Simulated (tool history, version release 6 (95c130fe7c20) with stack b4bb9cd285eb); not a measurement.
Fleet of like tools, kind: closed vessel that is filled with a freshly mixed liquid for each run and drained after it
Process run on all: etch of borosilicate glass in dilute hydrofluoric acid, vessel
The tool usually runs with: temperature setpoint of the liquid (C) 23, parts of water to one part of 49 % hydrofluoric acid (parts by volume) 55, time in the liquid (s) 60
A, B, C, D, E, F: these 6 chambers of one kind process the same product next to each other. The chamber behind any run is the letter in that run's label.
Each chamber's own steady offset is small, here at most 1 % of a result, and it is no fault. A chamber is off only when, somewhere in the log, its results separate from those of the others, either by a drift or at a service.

run,hour,temperature setpoint of the liquid (C),parts of water to one part of 49 % hydrofluoric acid (parts by volume),time in the liquid (s),hours since the thermometer was replaced,hours since the hydrofluoric acid flow meter was replaced,"read-back film thickness of the borosilicate glass reference wafer, read on the same gauge (nm)",thickness taken off the borosilicate glass on a monitor wafer (Å)
# hour 11.1: chamber C: hydrofluoric acid flow meter replaced
1E,12.9,23,55,60,1305.3,338.9,39.992,325.39
2C,21.4,23,55,60,1962.7,10.4,40.003,326.09
3B,28,23,55,60,79.6,582,39.993,322.56
4D,36.7,23,55,60,146.8,806.3,40.017,324.7
5A,42.8,23,55,60,2394.5,813.6,39.993,323.05
6F,50.7,23,55,60,380.2,433.3,40.005,325.93
7B,56.4,23,55,60,108,610.4,40.032,326.44
8C,66.9,23,55,60,2008.2,55.9,39.991,323.21
9F,74.1,23,55,60,403.6,456.7,40.009,323.69
# hour 76: chamber F: hydrofluoric acid flow meter replaced
10D,81.9,23,55,60,192,851.5,40.022,323.51
11E,93.3,23,55,60,1385.7,419.3,40,321.89
12A,104.2,23,55,60,2455.9,875,39.988,323.08
13B,113.8,23,55,60,165.4,667.8,39.988,325.71
14F,122.1,23,55,60,451.6,46.1,39.983,322
15C,130.8,23,55,60,2072.1,119.8,40.013,323.34
# hour 131.2: chamber B: hydrofluoric acid flow meter replaced
16E,139.8,23,55,60,1432.2,465.8,40.009,323.52
17A,145.9,23,55,60,2497.6,916.7,39.998,325.62
18D,154.2,23,55,60,264.3,923.8,40.007,323.96
19C,165.8,23,55,60,2107.1,154.8,40.006,323.84
20E,176.3,23,55,60,1468.7,502.3,39.988,321.66
21D,187.1,23,55,60,297.2,956.7,40.009,324.28
22F,195.4,21.5,30,60,524.9,119.4,39.998,569.58
23B,207.8,21.5,30,60,259.4,76.7,40.005,574.22
24A,215.4,21.5,30,60,2567.1,986.2,40.008,584.76
25B,223.5,21.5,30,60,275.1,92.4,40.005,568.71
26A,234.3,21.5,30,60,2586,1005.1,40,585.74
27E,246.5,21.5,30,60,1538.9,572.5,40.019,574.99
28F,256.5,23,70,60,586,180.5,40.023,246.85
29D,267.7,23,70,60,377.8,1037.3,39.981,247.58
30C,277.9,23,70,60,2219.2,266.9,40.006,248.51
31E,285,23,70,60,1577.4,611,39.985,251.07
32D,294,23,70,60,404.1,1063.6,40.011,247.81
33B,305.4,23,70,60,357,174.3,40.004,248.46
34F,317.4,23,55,60,646.9,241.4,40.007,323.29
35C,325.1,23,55,60,2266.4,314.1,39.994,324.33
36A,332,23,55,60,2683.7,1102.8,39.995,345.88
37E,338.8,23,55,60,1631.2,664.8,40.008,318.55
38B,351,23,55,60,402.6,219.9,40.015,321.51
39D,363.7,27,55,60,473.8,1133.3,40.027,380
40A,375.3,27,55,60,2727,1146.1,39.986,407.65
41C,385.3,27,55,60,2326.6,374.3,39.986,382.59

Does one chamber stand apart from the rest, does the shared gauge drift, or is all well apart from small per-chamber offsets? Give the chamber and the most likely cause, where there is one.

It is chamber A that slowly wanders off from its peers.
What lies behind it: hydrofluoric acid flow above the setpoint (%) = 6.77.
The log may not separate it from: liquid hotter than its thermometer reads (K).

Chamber A could run next with any of the 4 candidate recipes listed below; each alters the usual settings, and their results appear as question marks. Which one brings its results back in line with what the other chambers deliver on the usual settings?
To be in line, a result may differ from the other chambers' mean on the usual settings by at most: thickness taken off the borosilicate glass on a monitor wafer (Å) 5.7
42A-1,394.5,22.5,55,60,,,,?
42A-2,394.5,23.5,55,60,,,,?
42A-3,394.5,21.5,55,60,,,,?
42A-4,394.5,24.5,55,60,,,,?

Average result of the remaining chambers running the usual settings: thickness taken off the borosilicate glass on a monitor wafer (Å) 323.6
run,thickness taken off the borosilicate glass on a monitor wafer (Å)
42A-1,339.33
42A-2,353.84
42A-3,325.44
42A-4,368.7
The answer is 42A-3, which returns the chamber to within the allowed miss of the others.

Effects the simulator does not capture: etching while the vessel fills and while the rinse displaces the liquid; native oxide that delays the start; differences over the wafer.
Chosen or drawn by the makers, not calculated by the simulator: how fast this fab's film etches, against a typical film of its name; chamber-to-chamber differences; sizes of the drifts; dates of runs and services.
